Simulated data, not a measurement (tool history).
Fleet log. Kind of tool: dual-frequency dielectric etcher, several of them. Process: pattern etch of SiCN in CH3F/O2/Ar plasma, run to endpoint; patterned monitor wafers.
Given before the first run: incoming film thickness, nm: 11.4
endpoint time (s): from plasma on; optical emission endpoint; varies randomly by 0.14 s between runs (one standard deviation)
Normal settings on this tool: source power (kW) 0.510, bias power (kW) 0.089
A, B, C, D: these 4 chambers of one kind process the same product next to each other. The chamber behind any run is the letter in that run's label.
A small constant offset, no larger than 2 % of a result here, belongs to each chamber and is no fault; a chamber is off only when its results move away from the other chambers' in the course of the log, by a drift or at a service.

Run 1D, hour 15.9: usual settings. Result: endpoint time (s) 25.817.
At hour 18.5: chamber A: wet clean of the chamber.
Run 2B, hour 25.4: usual settings. Result: endpoint time (s) 25.783.
Run 3A, hour 34.9: usual settings. Result: endpoint time (s) 25.736.
At hour 43.5: chamber A: source power generator calibrated.
Run 4C, hour 49.1: usual settings. Result: endpoint time (s) 25.307.
Run 5B, hour 65.6: usual settings. Result: endpoint time (s) 25.517.
Run 6C, hour 73.7: usual settings but source power (kW) 0.610, bias power (kW) 0.082. Result: endpoint time (s) 24.401.
Run 7D, hour 85.7: usual settings but source power (kW) 0.610, bias power (kW) 0.082. Result: endpoint time (s) 24.643.
Run 8A, hour 93.3: usual settings but source power (kW) 0.610, bias power (kW) 0.082. Result: endpoint time (s) 25.113.
Run 9A, hour 105.6: usual settings but source power (kW) 0.610, bias power (kW) 0.082. Result: endpoint time (s) 24.965.
Run 10B, hour 114.9: usual settings. Result: endpoint time (s) 25.676.
Run 11C, hour 130.0: usual settings. Result: endpoint time (s) 25.251.
At hour 132.9: chamber D: wet clean of the chamber.
Run 12D, hour 139.7: usual settings. Result: endpoint time (s) 25.614.
Run 13B, hour 152.3: usual settings. Result: endpoint time (s) 25.359.
Run 14A, hour 168.1: usual settings. Result: endpoint time (s) 25.901.
Run 15D, hour 178.6: usual settings but source power (kW) 0.550. Result: endpoint time (s) 24.795.
Run 16C, hour 188.5: usual settings but source power (kW) 0.550. Result: endpoint time (s) 24.404.
Run 17C, hour 200.8: usual settings but source power (kW) 0.550. Result: endpoint time (s) 24.739.
Run 18A, hour 216.3: usual settings but source power (kW) 0.550. Result: endpoint time (s) 25.209.
Run 19B, hour 229.9: usual settings. Result: endpoint time (s) 25.522.
Run 20D, hour 241.9: usual settings. Result: endpoint time (s) 25.795.
Run 21C, hour 249.6: usual settings. Result: endpoint time (s) 25.203.
Run 22B, hour 264.1: usual settings but source power (kW) 0.570, bias power (kW) 0.076. Result: endpoint time (s) 25.798.
At hour 271.8: chamber B: source power generator calibrated.
Run 23A, hour 275.6: usual settings but source power (kW) 0.570, bias power (kW) 0.076. Result: endpoint time (s) 26.336.
Run 24D, hour 284.8: usual settings but source power (kW) 0.570, bias power (kW) 0.076. Result: endpoint time (s) 25.948.
Run 25A, hour 298.7: usual settings but source power (kW) 0.570, bias power (kW) 0.076. Result: endpoint time (s) 26.193.
Run 26B, hour 307.7: usual settings. Result: endpoint time (s) 25.648.
Run 27C, hour 319.3: usual settings. Result: endpoint time (s) 25.397.

What goes on in this fleet: one chamber off, a drifting gauge, or nothing beyond the chambers' own small offsets? Name the chamber and the cause, if any.

No chamber stands off beyond its own small offset, and the gauge holds steady.
